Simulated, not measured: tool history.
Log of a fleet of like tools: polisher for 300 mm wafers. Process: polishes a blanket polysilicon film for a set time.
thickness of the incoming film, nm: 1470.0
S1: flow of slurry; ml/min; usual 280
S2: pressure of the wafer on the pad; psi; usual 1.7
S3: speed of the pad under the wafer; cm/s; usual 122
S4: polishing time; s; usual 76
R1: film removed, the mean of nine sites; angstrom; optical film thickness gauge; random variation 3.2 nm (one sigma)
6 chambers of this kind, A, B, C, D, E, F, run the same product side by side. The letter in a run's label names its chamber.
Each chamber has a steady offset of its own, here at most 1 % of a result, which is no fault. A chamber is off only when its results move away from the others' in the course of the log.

run,day,S1,S2,S3,S4,R1
# day 0.071: chamber B: worn pad replaced by a new one
1D,0.108,280,1.7,122,76,4447.2
2A,0.279,280,1.7,122,76,4400.9
3B,0.458,280,1.7,122,76,4482.9
4E,0.583,280,1.7,122,76,4395.2
5C,0.771,280,1.7,122,76,4417.0
6F,0.896,280,1.7,122,76,4421.9
# day 0.904: chamber E: worn pad replaced by a new one
7F,1.067,280,1.7,122,76,4410.9
8B,1.250,280,1.7,122,76,4466.4
9E,1.375,280,1.7,122,76,4416.5
# day 1.488: chamber D: worn pad replaced by a new one
10C,1.500,280,1.7,122,76,4416.3
11D,1.692,280,1.7,122,76,4368.6
12A,1.875,280,1.7,122,76,4366.7
13C,2.050,280,1.3,122,76,3392.7
14E,2.146,280,1.3,122,76,3386.0
15D,2.333,280,1.3,122,76,3412.8
16B,2.538,280,1.3,122,76,3416.6
17F,2.625,280,1.3,122,76,3368.3
18A,2.746,280,1.3,122,76,3282.1
19E,2.888,280,1.7,122,76,4348.7
20B,3.017,280,1.7,122,76,4462.6
21D,3.217,280,1.7,122,76,4419.2
22F,3.329,280,1.7,122,76,4369.1
23C,3.512,280,1.7,122,76,4382.4
24A,3.675,280,1.7,122,76,4287.6
25F,3.842,280,1.7,122,76,4374.5
# day 3.871: chamber B: worn pad replaced by a new one
# day 3.917: chamber D: slurry nozzle cleaned
26B,4.012,280,1.7,122,76,4477.7
27D,4.125,280,1.7,122,76,4490.9
28A,4.217,340,1.7,100,76,3477.5
29C,4.379,340,1.7,100,76,3720.7
30E,4.475,340,1.7,100,76,3708.2
31D,4.575,340,1.7,100,76,3667.2
# day 4.688: chamber F: worn pad replaced by a new one
32F,4.775,340,1.7,100,76,3652.2
33A,4.883,340,1.7,100,76,3505.2
34B,5.050,280,1.7,122,76,4466.7
35E,5.196,280,1.7,122,76,4478.4
36C,5.288,280,1.7,122,76,4398.9
37D,5.442,280,1.3,122,76,3434.7
38B,5.558,280,1.3,122,76,3434.9
39C,5.742,280,1.3,122,76,3356.4
40E,5.862,280,1.3,122,76,3398.4
41A,5.962,280,1.3,122,76,3123.0
42F,6.067,280,1.3,122,76,3401.9
43A,6.196,280,1.7,122,76,4105.0

All 6 chambers run these settings next. Forecast each chamber's results:
44A,6.342,280,2.0,122,76,?
44B,6.342,280,2.0,122,76,?
44C,6.342,280,2.0,122,76,?
44D,6.342,280,2.0,122,76,?
44E,6.342,280,2.0,122,76,?
44F,6.342,280,2.0,122,76,?

run,R1
44A,4755.5
44B,5210.5
44C,5211.6
44D,5191.8
44E,5156.1
44F,5223.4
